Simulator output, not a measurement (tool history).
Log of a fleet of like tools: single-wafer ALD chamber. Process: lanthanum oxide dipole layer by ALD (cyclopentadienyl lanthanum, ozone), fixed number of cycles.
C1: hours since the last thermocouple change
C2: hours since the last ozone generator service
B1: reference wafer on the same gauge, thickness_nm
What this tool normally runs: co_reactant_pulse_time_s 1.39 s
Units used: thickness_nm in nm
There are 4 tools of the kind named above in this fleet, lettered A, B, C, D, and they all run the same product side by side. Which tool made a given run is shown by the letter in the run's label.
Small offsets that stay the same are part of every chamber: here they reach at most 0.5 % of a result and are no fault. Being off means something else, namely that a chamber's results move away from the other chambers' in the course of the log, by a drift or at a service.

Run 1D, day 0.296: usual settings; C1 957.5; C2 46.6; B1 0.57513. Result: thickness_nm 0.54158 nm.
Run 2A, day 0.446: usual settings; C1 498.7; C2 14.2; B1 0.57522. Result: thickness_nm 0.54333 nm.
At day 0.562: chamber C: ozone generator serviced.
Run 3B, day 0.588: usual settings; C1 812.9; C2 1068; B1 0.57536. Result: thickness_nm 0.54209 nm.
Run 4C, day 0.875: usual settings; C1 328.3; C2 7.5; B1 0.57513. Result: thickness_nm 0.54195 nm.
Run 5C, day 1.083: usual settings; C1 333.3; C2 12.5; B1 0.57545. Result: thickness_nm 0.54108 nm.
Run 6D, day 1.3: usual settings; C1 981.6; C2 70.7; B1 0.57586. Result: thickness_nm 0.54212 nm.
Run 7B, day 1.596: usual settings; C1 837.1; C2 1092.2; B1 0.57583. Result: thickness_nm 0.54228 nm.
Run 8A, day 1.904: usual settings; C1 533.7; C2 49.2; B1 0.57591. Result: thickness_nm 0.54193 nm.
Run 9D, day 2.221: usual settings; C1 1003.7; C2 92.8; B1 0.57625. Result: thickness_nm 0.54083 nm.
Run 10C, day 2.5: usual settings; C1 367.3; C2 46.5; B1 0.57615. Result: thickness_nm 0.54106 nm.
Run 11B, day 2.729: usual settings; C1 864.3; C2 1119.4; B1 0.5762. Result: thickness_nm 0.54251 nm.
Run 12A, day 2.983: usual settings; C1 559.6; C2 75.1; B1 0.57652. Result: thickness_nm 0.5446 nm.
Run 13A, day 3.183: usual settings; C1 564.4; C2 79.9; B1 0.57644. Result: thickness_nm 0.54384 nm.
Run 14B, day 3.417: usual settings; C1 880.8; C2 1135.9; B1 0.57665. Result: thickness_nm 0.54305 nm.
Run 15D, day 3.612: usual settings but co_reactant_pulse_time_s 0.93 s; C1 1037.1; C2 126.2; B1 0.57665. Result: thickness_nm 0.48603 nm.
Run 16C, day 3.821: usual settings but co_reactant_pulse_time_s 0.93 s; C1 399; C2 78.2; B1 0.57675. Result: thickness_nm 0.48803 nm.
Run 17D, day 4.012: usual settings but co_reactant_pulse_time_s 0.93 s; C1 1046.7; C2 135.8; B1 0.57706. Result: thickness_nm 0.48755 nm.
Run 18A, day 4.25: usual settings but co_reactant_pulse_time_s 0.93 s; C1 590; C2 105.5; B1 0.57714. Result: thickness_nm 0.48949 nm.
Run 19C, day 4.412: usual settings; C1 413.2; C2 92.4; B1 0.57736. Result: thickness_nm 0.54424 nm.
Run 20B, day 4.579: usual settings; C1 908.7; C2 1163.8; B1 0.57711. Result: thickness_nm 0.54463 nm.
Run 21D, day 4.8: usual settings; C1 1065.6; C2 154.7; B1 0.57728. Result: thickness_nm 0.54375 nm.
Run 22C, day 5.125: usual settings but co_reactant_pulse_time_s 1.82 s; C1 430.3; C2 109.5; B1 0.57733. Result: thickness_nm 0.56408 nm.
Run 23A, day 5.45: usual settings but co_reactant_pulse_time_s 1.82 s; C1 618.8; C2 134.3; B1 0.57776. Result: thickness_nm 0.56656 nm.
Run 24B, day 5.771: usual settings but co_reactant_pulse_time_s 1.82 s; C1 937.3; C2 1192.4; B1 0.57781. Result: thickness_nm 0.56559 nm.
Run 25A, day 6.083: usual settings but co_reactant_pulse_time_s 1.82 s; C1 634; C2 149.5; B1 0.57789. Result: thickness_nm 0.56608 nm.
Run 26D, day 6.362: usual settings but co_reactant_pulse_time_s 1.76 s; C1 1103.1; C2 192.2; B1 0.57807. Result: thickness_nm 0.56281 nm.
Run 27C, day 6.617: usual settings but co_reactant_pulse_time_s 1.76 s; C1 466.1; C2 145.3; B1 0.57822. Result: thickness_nm 0.56371 nm.
Run 28B, day 6.833: usual settings but co_reactant_pulse_time_s 1.76 s; C1 962.8; C2 1217.9; B1 0.57849. Result: thickness_nm 0.5653 nm.
Run 29C, day 7.138: usual settings but co_reactant_pulse_time_s 1.76 s; C1 478.6; C2 157.8; B1 0.57847. Result: thickness_nm 0.56446 nm.

Does one chamber stand apart from the rest, does the shared gauge drift, or is all well apart from small per-chamber offsets? Give the chamber and the most likely cause, where there is one.

None of the chambers is off. What moves is the gauge, dragging all their readings along together.
What lies behind it: gauge reads high (%) = 0.628.

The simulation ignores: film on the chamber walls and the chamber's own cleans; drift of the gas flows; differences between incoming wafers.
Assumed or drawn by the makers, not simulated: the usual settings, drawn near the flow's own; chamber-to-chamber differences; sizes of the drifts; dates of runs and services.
